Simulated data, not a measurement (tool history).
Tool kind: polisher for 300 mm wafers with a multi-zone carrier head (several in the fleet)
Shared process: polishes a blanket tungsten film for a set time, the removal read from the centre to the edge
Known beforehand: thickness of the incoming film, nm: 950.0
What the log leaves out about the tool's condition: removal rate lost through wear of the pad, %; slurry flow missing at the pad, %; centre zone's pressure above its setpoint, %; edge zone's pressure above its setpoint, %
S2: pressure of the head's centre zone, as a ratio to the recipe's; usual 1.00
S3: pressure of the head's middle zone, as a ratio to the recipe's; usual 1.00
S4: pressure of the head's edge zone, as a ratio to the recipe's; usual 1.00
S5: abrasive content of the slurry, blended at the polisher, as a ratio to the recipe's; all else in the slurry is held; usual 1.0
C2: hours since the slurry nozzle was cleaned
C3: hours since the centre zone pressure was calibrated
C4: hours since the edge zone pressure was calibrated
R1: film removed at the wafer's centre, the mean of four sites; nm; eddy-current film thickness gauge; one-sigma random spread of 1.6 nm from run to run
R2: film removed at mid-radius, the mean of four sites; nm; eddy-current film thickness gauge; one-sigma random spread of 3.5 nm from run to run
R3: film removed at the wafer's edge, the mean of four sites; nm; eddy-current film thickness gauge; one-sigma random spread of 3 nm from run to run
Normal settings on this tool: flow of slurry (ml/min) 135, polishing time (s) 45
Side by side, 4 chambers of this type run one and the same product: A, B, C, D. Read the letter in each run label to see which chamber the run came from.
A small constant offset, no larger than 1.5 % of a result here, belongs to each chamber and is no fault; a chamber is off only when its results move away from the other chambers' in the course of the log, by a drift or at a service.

At hour 7.0: chamber B: worn pad replaced by a new one.
Run 1D, hour 9.6: usual settings; wafers polished on this pad 369; C2 438.4; C3 203.1; C4 145.5. Result: R1 242.51 nm, R2 244.51 nm, R3 242.68 nm.
At hour 12.1: chamber D: slurry nozzle cleaned.
Run 2C, hour 15.6: usual settings; wafers polished on this pad 537; C2 276.0; C3 253.6; C4 407.4. Result: R1 244.70 nm, R2 242.73 nm, R3 238.61 nm.
At hour 23.2: chamber C: worn pad replaced by a new one.
Run 3A, hour 26.0: usual settings; wafers polished on this pad 736; C2 226.7; C3 127.0; C4 566.1. Result: R1 244.52 nm, R2 238.00 nm, R3 238.29 nm.
At hour 27.3: chamber A: worn pad replaced by a new one.
Run 4B, hour 35.6: usual settings; wafers polished on this pad 300; C2 236.2; C3 258.2; C4 744.2. Result: R1 243.36 nm, R2 246.01 nm, R3 246.73 nm.
Run 5C, hour 43.6: usual settings; wafers polished on this pad 213; C2 304.0; C3 281.6; C4 435.4. Result: R1 243.58 nm, R2 242.17 nm, R3 244.33 nm.
Run 6B, hour 50.6: usual settings but S4 1.06; wafers polished on this pad 457; C2 251.2; C3 273.2; C4 759.2. Result: R1 240.94 nm, R2 248.01 nm, R3 252.24 nm.
Run 7A, hour 55.3: usual settings but S4 1.06; wafers polished on this pad 293; C2 256.0; C3 156.3; C4 595.4. Result: R1 246.90 nm, R2 243.31 nm, R3 248.97 nm.
Run 8D, hour 64.7: usual settings but S4 1.06; wafers polished on this pad 946; C2 52.7; C3 258.2; C4 200.6. Result: R1 247.63 nm, R2 243.09 nm, R3 250.60 nm.
At hour 67.1: chamber D: worn pad replaced by a new one.
Run 9B, hour 72.9: usual settings but S4 1.06; wafers polished on this pad 691; C2 273.5; C3 295.5; C4 781.5. Result: R1 241.64 nm, R2 240.28 nm, R3 252.46 nm.
At hour 77.4: chamber B: worn pad replaced by a new one.
Run 10C, hour 78.9: usual settings; wafers polished on this pad 583; C2 339.3; C3 316.9; C4 470.7. Result: R1 243.99 nm, R2 245.45 nm, R3 246.45 nm.
At hour 82.6: chamber C: worn pad replaced by a new one.
Run 11D, hour 83.9: usual settings; wafers polished on this pad 175; C2 71.9; C3 277.4; C4 219.8. Result: R1 244.02 nm, R2 242.78 nm, R3 247.85 nm.
At hour 91.0: chamber A: worn pad replaced by a new one.
Run 12A, hour 93.0: usual settings; wafers polished on this pad 21; C2 293.7; C3 194.0; C4 633.1. Result: R1 247.83 nm, R2 240.76 nm, R3 240.46 nm.
At hour 96.2: chamber C: slurry nozzle cleaned.
Run 13D, hour 102.9: usual settings; wafers polished on this pad 374; C2 90.9; C3 296.4; C4 238.8. Result: R1 244.87 nm, R2 247.67 nm, R3 240.95 nm.
At hour 110.6: chamber A: edge zone pressure recalibrated.
Run 14C, hour 110.8: usual settings but flow of slurry (ml/min) 160, S5 0.9; wafers polished on this pad 296; C2 14.6; C3 348.8; C4 502.6. Result: R1 244.74 nm, R2 249.50 nm, R3 242.82 nm.
Run 15A, hour 117.2: usual settings but flow of slurry (ml/min) 160, S5 0.9; wafers polished on this pad 275; C2 317.9; C3 218.2; C4 6.7. Result: R1 252.63 nm, R2 243.09 nm, R3 239.42 nm.
Run 16B, hour 125.3: usual settings but flow of slurry (ml/min) 160, S5 0.9; wafers polished on this pad 502; C2 325.9; C3 347.9; C4 833.9. Result: R1 246.45 nm, R2 251.59 nm, R3 249.28 nm.
At hour 132.9: chamber A: slurry nozzle cleaned.
Run 17A, hour 135.5: usual settings but flow of slurry (ml/min) 160, S5 0.9; wafers polished on this pad 466; C2 2.6; C3 236.5; C4 25.0. Result: R1 248.20 nm, R2 246.23 nm, R3 242.60 nm.
Run 18B, hour 140.7: usual settings; wafers polished on this pad 663; C2 341.3; C3 363.3; C4 849.3. Result: R1 243.14 nm, R2 244.95 nm, R3 244.56 nm.
At hour 143.3: chamber B: worn pad replaced by a new one.
At hour 143.6: chamber C: worn pad replaced by a new one.
At hour 147.3: chamber D: worn pad replaced by a new one.
Run 19D, hour 148.4: usual settings; wafers polished on this pad 12; C2 136.4; C3 341.9; C4 284.3. Result: R1 246.11 nm, R2 236.83 nm, R3 247.04 nm.
Run 20C, hour 158.1: usual settings; wafers polished on this pad 152; C2 61.9; C3 396.1; C4 549.9. Result: R1 243.03 nm, R2 242.70 nm, R3 246.91 nm.
At hour 158.6: chamber A: worn pad replaced by a new one.
Run 21D, hour 164.9: usual settings but S2 0.89, polishing time (s) 39; wafers polished on this pad 185; C2 152.9; C3 358.4; C4 300.8. Result: R1 187.78 nm, R2 216.23 nm, R3 208.72 nm.
Run 22A, hour 175.2: usual settings but S2 0.89, polishing time (s) 39; wafers polished on this pad 174; C2 42.3; C3 276.2; C4 64.7. Result: R1 187.39 nm, R2 203.97 nm, R3 203.63 nm.
Run 23B, hour 182.7: usual settings but S2 0.89, polishing time (s) 39; wafers polished on this pad 413; C2 383.3; C3 405.3; C4 891.3. Result: R1 185.39 nm, R2 217.15 nm, R3 209.58 nm.
Run 24C, hour 189.4: usual settings but S2 0.89, polishing time (s) 39; wafers polished on this pad 479; C2 93.2; C3 427.4; C4 581.2. Result: R1 187.17 nm, R2 215.69 nm, R3 214.35 nm.
Run 25A, hour 197.8: usual settings; wafers polished on this pad 411; C2 64.9; C3 298.8; C4 87.3. Result: R1 245.21 nm, R2 239.65 nm, R3 245.32 nm.
At hour 198.2: chamber B: worn pad replaced by a new one.
Run 26C, hour 207.6: usual settings; wafers polished on this pad 670; C2 111.4; C3 445.6; C4 599.4. Result: R1 241.11 nm, R2 240.53 nm, R3 243.40 nm.
At hour 210.7: chamber C: worn pad replaced by a new one.
Run 27D, hour 212.2: usual settings; wafers polished on this pad 680; C2 200.2; C3 405.7; C4 348.1. Result: R1 245.06 nm, R2 239.42 nm, R3 244.64 nm.
Run 28B, hour 218.3: usual settings; wafers polished on this pad 210; C2 418.9; C3 440.9; C4 926.9. Result: R1 243.98 nm, R2 251.14 nm, R3 244.54 nm.
At hour 221.4: chamber A: worn pad replaced by a new one.
At hour 223.5: chamber D: worn pad replaced by a new one.
Run 29A, hour 225.0: usual settings; wafers polished on this pad 37; C2 92.1; C3 326.0; C4 114.5. Result: R1 247.97 nm, R2 242.02 nm, R3 238.63 nm.
Run 30C, hour 231.0: usual settings; wafers polished on this pad 212; C2 134.8; C3 469.0; C4 622.8. Result: R1 241.36 nm, R2 247.37 nm, R3 246.66 nm.
Run 31B, hour 238.8: usual settings; wafers polished on this pad 425; C2 439.4; C3 461.4; C4 947.4. Result: R1 244.59 nm, R2 243.16 nm, R3 242.57 nm.
Run 32D, hour 245.1: usual settings but S3 0.93; wafers polished on this pad 226; C2 233.1; C3 438.6; C4 381.0. Result: R1 244.10 nm, R2 220.37 nm, R3 237.48 nm.
Run 33D, hour 255.5: usual settings but S3 0.93; wafers polished on this pad 335; C2 243.5; C3 449.0; C4 391.4. Result: R1 244.95 nm, R2 224.31 nm, R3 241.64 nm.
At hour 259.4: chamber B: worn pad replaced by a new one.
Run 34C, hour 260.6: usual settings but S3 0.93; wafers polished on this pad 522; C2 164.4; C3 498.6; C4 652.4. Result: R1 243.01 nm, R2 228.93 nm, R3 243.95 nm.
Run 35B, hour 266.5: usual settings but S3 0.93; wafers polished on this pad 74; C2 467.1; C3 489.1; C4 975.1. Result: R1 242.92 nm, R2 226.72 nm, R3 248.07 nm.
At hour 270.1: chamber C: worn pad replaced by a new one.
Run 36A, hour 271.7: usual settings; wafers polished on this pad 526; C2 138.8; C3 372.7; C4 161.2. Result: R1 245.19 nm, R2 241.27 nm, R3 234.53 nm.
At hour 275.7: chamber D: edge zone pressure recalibrated.
Run 37C, hour 280.2: usual settings; wafers polished on this pad 106; C2 184.0; C3 518.2; C4 672.0. Result: R1 241.99 nm, R2 250.91 nm, R3 243.85 nm.
At hour 280.9: chamber A: worn pad replaced by a new one.
Run 38A, hour 284.8: usual settings; wafers polished on this pad 41; C2 151.9; C3 385.8; C4 174.3. Result: R1 247.35 nm, R2 247.09 nm, R3 237.95 nm.
Run 39B, hour 293.6: usual settings; wafers polished on this pad 358; C2 494.2; C3 516.2; C4 1002.2. Result: R1 242.88 nm, R2 243.92 nm, R3 239.17 nm.
Run 40D, hour 302.6: usual settings; wafers polished on this pad 828; C2 290.6; C3 496.1; C4 27.0. Result: R1 244.21 nm, R2 243.76 nm, R3 246.56 nm.
Run 41C, hour 312.9: usual settings; wafers polished on this pad 448; C2 216.7; C3 550.9; C4 704.7. Result: R1 242.64 nm, R2 240.24 nm, R3 243.12 nm.
Run 42A, hour 319.5: usual settings but flow of slurry (ml/min) 160; wafers polished on this pad 404; C2 186.6; C3 420.5; C4 209.0. Result: R1 256.26 nm, R2 250.81 nm, R3 245.47 nm.

Predict what each chamber gives when all 4 of them run the settings below next.
Run 43A, hour 327.0: usual settings. Result: R1 ?, R2 ?, R3 ?.
Run 43B, hour 327.0: usual settings. Result: R1 ?, R2 ?, R3 ?.
Run 43C, hour 327.0: usual settings. Result: R1 ?, R2 ?, R3 ?.
Run 43D, hour 327.0: usual settings. Result: R1 ?, R2 ?, R3 ?.

run      R1      R2      R3
43A  243.41  242.75  236.92
43B  243.37  246.90  250.35
43C  240.67  249.79  239.68
43D  242.76  242.83  244.05

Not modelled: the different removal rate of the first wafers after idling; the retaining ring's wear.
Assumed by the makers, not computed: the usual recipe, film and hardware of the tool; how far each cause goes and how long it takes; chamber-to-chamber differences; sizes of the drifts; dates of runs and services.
